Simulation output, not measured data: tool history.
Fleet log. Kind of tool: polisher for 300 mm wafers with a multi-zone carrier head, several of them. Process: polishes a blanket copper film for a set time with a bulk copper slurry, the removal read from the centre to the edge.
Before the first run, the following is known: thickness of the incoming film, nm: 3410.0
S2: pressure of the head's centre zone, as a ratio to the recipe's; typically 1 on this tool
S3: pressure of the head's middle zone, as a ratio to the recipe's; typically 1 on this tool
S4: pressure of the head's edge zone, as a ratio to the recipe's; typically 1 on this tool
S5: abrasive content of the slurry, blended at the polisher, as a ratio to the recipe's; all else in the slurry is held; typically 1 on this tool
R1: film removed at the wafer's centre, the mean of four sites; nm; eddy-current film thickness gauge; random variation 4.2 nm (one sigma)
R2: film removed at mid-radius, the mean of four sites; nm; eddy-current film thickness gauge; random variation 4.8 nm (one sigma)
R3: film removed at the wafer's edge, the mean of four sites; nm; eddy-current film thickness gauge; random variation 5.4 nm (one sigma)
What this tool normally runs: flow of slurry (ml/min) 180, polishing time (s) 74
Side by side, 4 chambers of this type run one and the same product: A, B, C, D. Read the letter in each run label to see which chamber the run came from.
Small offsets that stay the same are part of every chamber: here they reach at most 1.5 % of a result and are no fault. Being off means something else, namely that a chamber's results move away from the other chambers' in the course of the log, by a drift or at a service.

{"run": "1A", "hour": 10.5, "flow of slurry (ml/min)": 180, "S2": 1, "S3": 1, "S4": 1, "S5": 1, "polishing time (s)": 74, "R1": 584.42, "R2": 580.71, "R3": 589.77}
{"run": "2C", "hour": 20.5, "flow of slurry (ml/min)": 180, "S2": 1, "S3": 1, "S4": 1, "S5": 1, "polishing time (s)": 74, "R1": 593.47, "R2": 586.99, "R3": 585.77}
{"hour": 21.3, "done": "chamber C: worn pad replaced by a new one"}
{"hour": 22.8, "done": "chamber B: edge zone pressure recalibrated"}
{"run": "3B", "hour": 29.2, "flow of slurry (ml/min)": 180, "S2": 1, "S3": 1, "S4": 1, "S5": 1, "polishing time (s)": 74, "R1": 593.75, "R2": 595.73, "R3": 580.76}
{"run": "4D", "hour": 43.3, "flow of slurry (ml/min)": 180, "S2": 1, "S3": 1, "S4": 1, "S5": 1, "polishing time (s)": 74, "R1": 578.92, "R2": 591, "R3": 575.02}
{"hour": 56.6, "done": "chamber D: worn pad replaced by a new one"}
{"run": "5D", "hour": 58.0, "flow of slurry (ml/min)": 180, "S2": 1, "S3": 1, "S4": 1, "S5": 1, "polishing time (s)": 74, "R1": 585.32, "R2": 595.68, "R3": 587.13}
{"hour": 59.4, "done": "chamber A: worn pad replaced by a new one"}
{"hour": 67.7, "done": "chamber B: worn pad replaced by a new one"}
{"run": "6C", "hour": 73.9, "flow of slurry (ml/min)": 180, "S2": 1, "S3": 1, "S4": 1, "S5": 1, "polishing time (s)": 74, "R1": 586.58, "R2": 591.97, "R3": 589.07}
{"run": "7B", "hour": 83.5, "flow of slurry (ml/min)": 180, "S2": 1, "S3": 1, "S4": 1, "S5": 1, "polishing time (s)": 74, "R1": 588.47, "R2": 595.15, "R3": 584.85}
{"run": "8A", "hour": 95.5, "flow of slurry (ml/min)": 180, "S2": 1, "S3": 1, "S4": 1, "S5": 1, "polishing time (s)": 74, "R1": 578.63, "R2": 579.8, "R3": 577.4}
{"run": "9A", "hour": 109.1, "flow of slurry (ml/min)": 180, "S2": 1, "S3": 1.05, "S4": 1, "S5": 1, "polishing time (s)": 74, "R1": 582.81, "R2": 609.98, "R3": 592.35}
{"hour": 116.6, "done": "chamber C: worn pad replaced by a new one"}
{"run": "10D", "hour": 120.9, "flow of slurry (ml/min)": 180, "S2": 1, "S3": 1.05, "S4": 1, "S5": 1, "polishing time (s)": 74, "R1": 576.98, "R2": 620.2, "R3": 587.77}
{"run": "11C", "hour": 129.6, "flow of slurry (ml/min)": 180, "S2": 1, "S3": 1.05, "S4": 1, "S5": 1, "polishing time (s)": 74, "R1": 584.81, "R2": 611.47, "R3": 596.35}
{"run": "12B", "hour": 140.8, "flow of slurry (ml/min)": 180, "S2": 1, "S3": 1.05, "S4": 1, "S5": 1, "polishing time (s)": 74, "R1": 594.78, "R2": 619.89, "R3": 580.16}
{"run": "13C", "hour": 151.3, "flow of slurry (ml/min)": 180, "S2": 1, "S3": 1, "S4": 1, "S5": 1, "polishing time (s)": 74, "R1": 593.28, "R2": 590.88, "R3": 593.33}
{"run": "14B", "hour": 159.2, "flow of slurry (ml/min)": 180, "S2": 1, "S3": 1, "S4": 1, "S5": 1, "polishing time (s)": 74, "R1": 601.01, "R2": 588.7, "R3": 582.38}
{"hour": 161.3, "done": "chamber B: worn pad replaced by a new one"}
{"run": "15A", "hour": 174.0, "flow of slurry (ml/min)": 180, "S2": 1, "S3": 1, "S4": 1, "S5": 1, "polishing time (s)": 74, "R1": 580.16, "R2": 571.9, "R3": 591.44}
{"run": "16D", "hour": 182.4, "flow of slurry (ml/min)": 180, "S2": 1, "S3": 1, "S4": 1, "S5": 1, "polishing time (s)": 74, "R1": 583.19, "R2": 586.5, "R3": 590.81}
{"hour": 188.8, "done": "chamber C: slurry nozzle cleaned"}
{"run": "17B", "hour": 190.1, "flow of slurry (ml/min)": 180, "S2": 1, "S3": 1, "S4": 1, "S5": 1, "polishing time (s)": 74, "R1": 598.92, "R2": 590.36, "R3": 585.89}
{"hour": 196.9, "done": "chamber C: worn pad replaced by a new one"}
{"run": "18C", "hour": 201.3, "flow of slurry (ml/min)": 180, "S2": 1, "S3": 1, "S4": 1, "S5": 1, "polishing time (s)": 74, "R1": 595.61, "R2": 596.43, "R3": 595.48}
{"hour": 208.6, "done": "chamber D: worn pad replaced by a new one"}
{"hour": 209.9, "done": "chamber C: centre zone pressure recalibrated"}
{"run": "19D", "hour": 213.1, "flow of slurry (ml/min)": 180, "S2": 1, "S3": 1, "S4": 1, "S5": 1, "polishing time (s)": 74, "R1": 580.37, "R2": 594.86, "R3": 578.77}
{"run": "20A", "hour": 226.0, "flow of slurry (ml/min)": 180, "S2": 1, "S3": 1, "S4": 1, "S5": 1, "polishing time (s)": 74, "R1": 577.72, "R2": 582.97, "R3": 588.75}
{"run": "21C", "hour": 235.3, "flow of slurry (ml/min)": 180, "S2": 1, "S3": 1, "S4": 1, "S5": 1, "polishing time (s)": 74, "R1": 595.1, "R2": 588.84, "R3": 597.91}
{"run": "22B", "hour": 244.7, "flow of slurry (ml/min)": 180, "S2": 1, "S3": 1, "S4": 1, "S5": 1, "polishing time (s)": 74, "R1": 612.05, "R2": 590.55, "R3": 580.01}
{"hour": 257.9, "done": "chamber B: worn pad replaced by a new one"}
{"hour": 258.9, "done": "chamber A: worn pad replaced by a new one"}
{"run": "23D", "hour": 260.7, "flow of slurry (ml/min)": 180, "S2": 0.91, "S3": 1, "S4": 1, "S5": 0.75, "polishing time (s)": 74, "R1": 497.43, "R2": 559.03, "R3": 553.06}
{"hour": 267.3, "done": "chamber A: edge zone pressure recalibrated"}
{"run": "24A", "hour": 275.8, "flow of slurry (ml/min)": 180, "S2": 0.91, "S3": 1, "S4": 1, "S5": 0.75, "polishing time (s)": 74, "R1": 493.73, "R2": 552.15, "R3": 556.6}
{"run": "25C", "hour": 285.9, "flow of slurry (ml/min)": 180, "S2": 0.91, "S3": 1, "S4": 1, "S5": 0.75, "polishing time (s)": 74, "R1": 503.84, "R2": 547.19, "R3": 564.2}
{"hour": 292.0, "done": "chamber C: worn pad replaced by a new one"}
{"run": "26B", "hour": 297.2, "flow of slurry (ml/min)": 180, "S2": 0.91, "S3": 1, "S4": 1, "S5": 0.75, "polishing time (s)": 74, "R1": 527.71, "R2": 560.99, "R3": 551}
{"run": "27A", "hour": 308.2, "flow of slurry (ml/min)": 180, "S2": 1, "S3": 1, "S4": 1, "S5": 1, "polishing time (s)": 74, "R1": 579.09, "R2": 584.57, "R3": 594.3}
{"run": "28D", "hour": 316.7, "flow of slurry (ml/min)": 180, "S2": 0.93, "S3": 1, "S4": 1, "S5": 1, "polishing time (s)": 74, "R1": 534.78, "R2": 592.92, "R3": 587.18}
{"run": "29A", "hour": 328.1, "flow of slurry (ml/min)": 180, "S2": 0.93, "S3": 1, "S4": 1, "S5": 1, "polishing time (s)": 74, "R1": 539.87, "R2": 579.65, "R3": 583.44}
{"run": "30B", "hour": 340.4, "flow of slurry (ml/min)": 180, "S2": 0.93, "S3": 1, "S4": 1, "S5": 1, "polishing time (s)": 74, "R1": 579.99, "R2": 592.71, "R3": 589.21}
{"hour": 342.5, "done": "chamber B: worn pad replaced by a new one"}
{"run": "31D", "hour": 348.6, "flow of slurry (ml/min)": 180, "S2": 0.93, "S3": 1, "S4": 1, "S5": 1, "polishing time (s)": 74, "R1": 539.14, "R2": 594.23, "R3": 584.63}
{"run": "32C", "hour": 358.5, "flow of slurry (ml/min)": 180, "S2": 1, "S3": 1, "S4": 1, "S5": 1, "polishing time (s)": 74, "R1": 592.18, "R2": 597.17, "R3": 580.3}
{"hour": 361.7, "done": "chamber D: edge zone pressure recalibrated"}
{"hour": 370.1, "done": "chamber C: worn pad replaced by a new one"}
{"run": "33D", "hour": 370.3, "flow of slurry (ml/min)": 180, "S2": 1, "S3": 1, "S4": 1, "S5": 1, "polishing time (s)": 74, "R1": 577.42, "R2": 584.27, "R3": 585.98}
{"hour": 370.9, "done": "chamber B: edge zone pressure recalibrated"}
{"hour": 376.1, "done": "chamber D: worn pad replaced by a new one"}
{"run": "34C", "hour": 381.9, "flow of slurry (ml/min)": 180, "S2": 1, "S3": 1, "S4": 1, "S5": 1, "polishing time (s)": 74, "R1": 587.45, "R2": 585.52, "R3": 587.42}
{"run": "35A", "hour": 395.8, "flow of slurry (ml/min)": 180, "S2": 1, "S3": 1, "S4": 1, "S5": 1, "polishing time (s)": 74, "R1": 580.99, "R2": 576.76, "R3": 581.45}
{"run": "36B", "hour": 407.0, "flow of slurry (ml/min)": 180, "S2": 1, "S3": 1, "S4": 1, "S5": 1, "polishing time (s)": 74, "R1": 638.77, "R2": 594.16, "R3": 578.25}
{"hour": 418.1, "done": "chamber B: worn pad replaced by a new one"}
{"run": "37B", "hour": 418.2, "flow of slurry (ml/min)": 180, "S2": 1, "S3": 1, "S4": 1, "S5": 1, "polishing time (s)": 74, "R1": 630.38, "R2": 588.08, "R3": 592.6}
{"run": "38C", "hour": 433.7, "flow of slurry (ml/min)": 180, "S2": 1, "S3": 1, "S4": 1, "S5": 1, "polishing time (s)": 74, "R1": 587.12, "R2": 594.4, "R3": 583.01}
{"run": "39D", "hour": 440.8, "flow of slurry (ml/min)": 180, "S2": 1, "S3": 1, "S4": 1, "S5": 1, "polishing time (s)": 74, "R1": 587.92, "R2": 591.13, "R3": 597.61}

Which is it: a chamber that has drifted or been left off by a service, a gauge drift common to all chambers, or only each chamber's usual small offset? If a chamber is off, name it and its likeliest cause.

Little by little, chamber B moves away from the other chambers.
Most likely cause: centre zone's pressure above its setpoint, % = 7.68.

Which of the 4 candidates below, each the usual settings with something changed and its results left as question marks, puts chamber B back in line with what the other chambers give on the usual settings?
Counts as in line when no further than this from what the other chambers average on the usual settings: R1 15 nm; R2 17 nm; R3 19 nm
{"run": "40B-1", "hour": 452.3, "flow of slurry (ml/min)": 185, "S2": 1.08, "S3": 0.99, "S4": 0.97, "S5": 1, "polishing time (s)": 74, "R1": "?", "R2": "?", "R3": "?"}
{"run": "40B-2", "hour": 452.3, "flow of slurry (ml/min)": 175, "S2": 0.92, "S3": 1.01, "S4": 1.03, "S5": 1, "polishing time (s)": 74, "R1": "?", "R2": "?", "R3": "?"}
{"run": "40B-3", "hour": 452.3, "flow of slurry (ml/min)": 185, "S2": 1.04, "S3": 0.99, "S4": 0.99, "S5": 1, "polishing time (s)": 74, "R1": "?", "R2": "?", "R3": "?"}
{"run": "40B-4", "hour": 452.3, "flow of slurry (ml/min)": 175, "S2": 0.96, "S3": 1.01, "S4": 1.01, "S5": 1, "polishing time (s)": 74, "R1": "?", "R2": "?", "R3": "?"}

Usual-settings mean across the other chambers: R1 585.93 nm; R2 587.79 nm; R3 587.45 nm
run=40B-1 R1=705.25 R2=587.47 R3=578.19
run=40B-2 R1=588.15 R2=593.59 R3=592.46
run=40B-3 R1=677.41 R2=587.59 R3=584.29
run=40B-4 R1=615.72 R2=593.47 R3=586.42
40B-2 puts the chamber back in line with the other chambers.
